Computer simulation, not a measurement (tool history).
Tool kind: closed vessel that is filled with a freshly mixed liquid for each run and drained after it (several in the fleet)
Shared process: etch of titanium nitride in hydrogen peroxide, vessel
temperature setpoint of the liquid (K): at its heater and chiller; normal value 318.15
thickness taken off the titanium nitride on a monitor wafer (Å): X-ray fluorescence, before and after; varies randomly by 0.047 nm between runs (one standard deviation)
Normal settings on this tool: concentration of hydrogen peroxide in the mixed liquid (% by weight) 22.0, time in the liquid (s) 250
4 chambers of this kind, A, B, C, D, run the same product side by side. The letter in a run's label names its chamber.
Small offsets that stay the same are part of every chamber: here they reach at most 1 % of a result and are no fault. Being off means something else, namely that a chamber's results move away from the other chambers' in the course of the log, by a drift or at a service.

run,hour,temperature setpoint of the liquid (K),concentration of hydrogen peroxide in the mixed liquid (% by weight),time in the liquid (s),hours since the thermometer was replaced,hours since the peroxide flow meter was replaced,hours since the drum of peroxide was connected,"read-back film thickness of the titanium nitride reference wafer, read on the same gauge (nm)",thickness taken off the titanium nitride on a monitor wafer (Å)
1A,2.6,318.15,22.0,250,70.6,764.5,740.2,120.00,47.648
2D,6.8,318.15,22.0,250,1939.8,2034.6,334.1,120.00,48.442
# hour 7.4: chamber D: peroxide flow meter replaced
3B,10.6,318.15,22.0,250,2380.3,546.2,490.1,120.00,48.361
4C,13.2,318.15,22.0,250,1012.5,248.5,1050.6,120.00,46.827
5C,15.3,318.15,22.0,250,1014.6,250.6,1052.7,119.99,47.419
6A,18.7,318.15,22.0,250,86.7,780.6,756.3,120.00,47.805
7B,22.7,318.15,22.0,250,2392.4,558.3,502.2,119.98,48.427
8D,26.7,318.15,22.0,250,1959.7,19.4,354.0,120.01,47.888
9C,30.5,318.15,22.0,250,1029.8,265.8,1067.9,120.01,47.396
10D,33.1,318.15,22.0,250,1966.1,25.8,360.4,120.01,48.347
11A,35.9,318.15,22.0,250,103.9,797.8,773.5,119.97,47.621
12B,39.9,318.15,22.0,250,2409.6,575.5,519.4,120.01,48.140
13A,42.0,318.15,22.0,250,110.0,803.9,779.6,119.99,48.317
14C,45.1,318.15,22.0,250,1044.4,280.4,1082.5,120.00,46.525
15B,48.5,311.65,22.0,250,2418.2,584.1,528.0,120.03,29.484
16D,51.6,311.65,22.0,250,1984.6,44.3,378.9,119.99,28.846
17D,55.1,311.65,22.0,250,1988.1,47.8,382.4,120.02,28.693
18B,57.2,311.65,22.0,250,2426.9,592.8,536.7,120.00,29.063
19C,60.3,318.15,22.0,250,1059.6,295.6,1097.7,120.00,45.310
20A,62.3,318.15,22.0,250,130.3,824.2,799.9,119.99,47.854
21A,65.3,318.15,22.0,250,133.3,827.2,802.9,120.00,47.569
22B,68.3,318.15,22.0,250,2438.0,603.9,547.8,119.99,47.769
23C,71.4,318.15,22.0,250,1070.7,306.7,1108.8,120.01,44.457
24D,74.8,318.15,24.5,360,2007.8,67.5,402.1,120.00,69.558
25D,78.0,318.15,24.5,360,2011.0,70.7,405.3,120.02,71.113
26B,80.6,318.15,24.5,360,2450.3,616.2,560.1,120.01,70.859
27A,82.7,318.15,24.5,360,150.7,844.6,820.3,120.01,71.491
28C,86.4,318.15,22.0,250,1085.7,321.7,1123.8,120.00,43.954
29D,89.6,318.15,22.0,250,2022.6,82.3,416.9,119.99,46.984
30A,93.3,318.15,22.0,250,161.3,855.2,830.9,120.02,47.754
31C,97.8,318.15,22.0,250,1097.1,333.1,1135.2,120.02,42.636
32B,101.4,311.15,24.5,250,2471.1,637.0,580.9,120.01,28.366

Is one chamber off against the others, does the gauge drift, or is nothing wrong? If a chamber is off, say which, and what the likeliest cause is.

Little by little, chamber C moves away from the other chambers.
Likeliest cause: liquid colder than its thermometer reads (K) = 1.43.

Below are 4 candidate recipes for chamber C's next run, each the usual settings with a change, their results shown as question marks. Which of them brings C's results back in line with what the other chambers give on the usual settings?
Counts as in line when no further than this from what the other chambers average on the usual settings: thickness taken off the titanium nitride on a monitor wafer (Å) 1.700
33C-1,104.6,317.15,22.0,240,,,,,?
33C-2,104.6,318.15,22.0,325,,,,,?
33C-3,104.6,318.15,22.0,190,,,,,?
33C-4,104.6,318.15,22.0,280,,,,,?

What the other chambers average on the usual settings: thickness taken off the titanium nitride on a monitor wafer (Å) 47.927
run,thickness taken off the titanium nitride on a monitor wafer (Å)
33C-1,37.840
33C-2,55.257
33C-3,32.304
33C-4,47.606
The answer is 33C-4, which returns the chamber to within the allowed miss of the others.
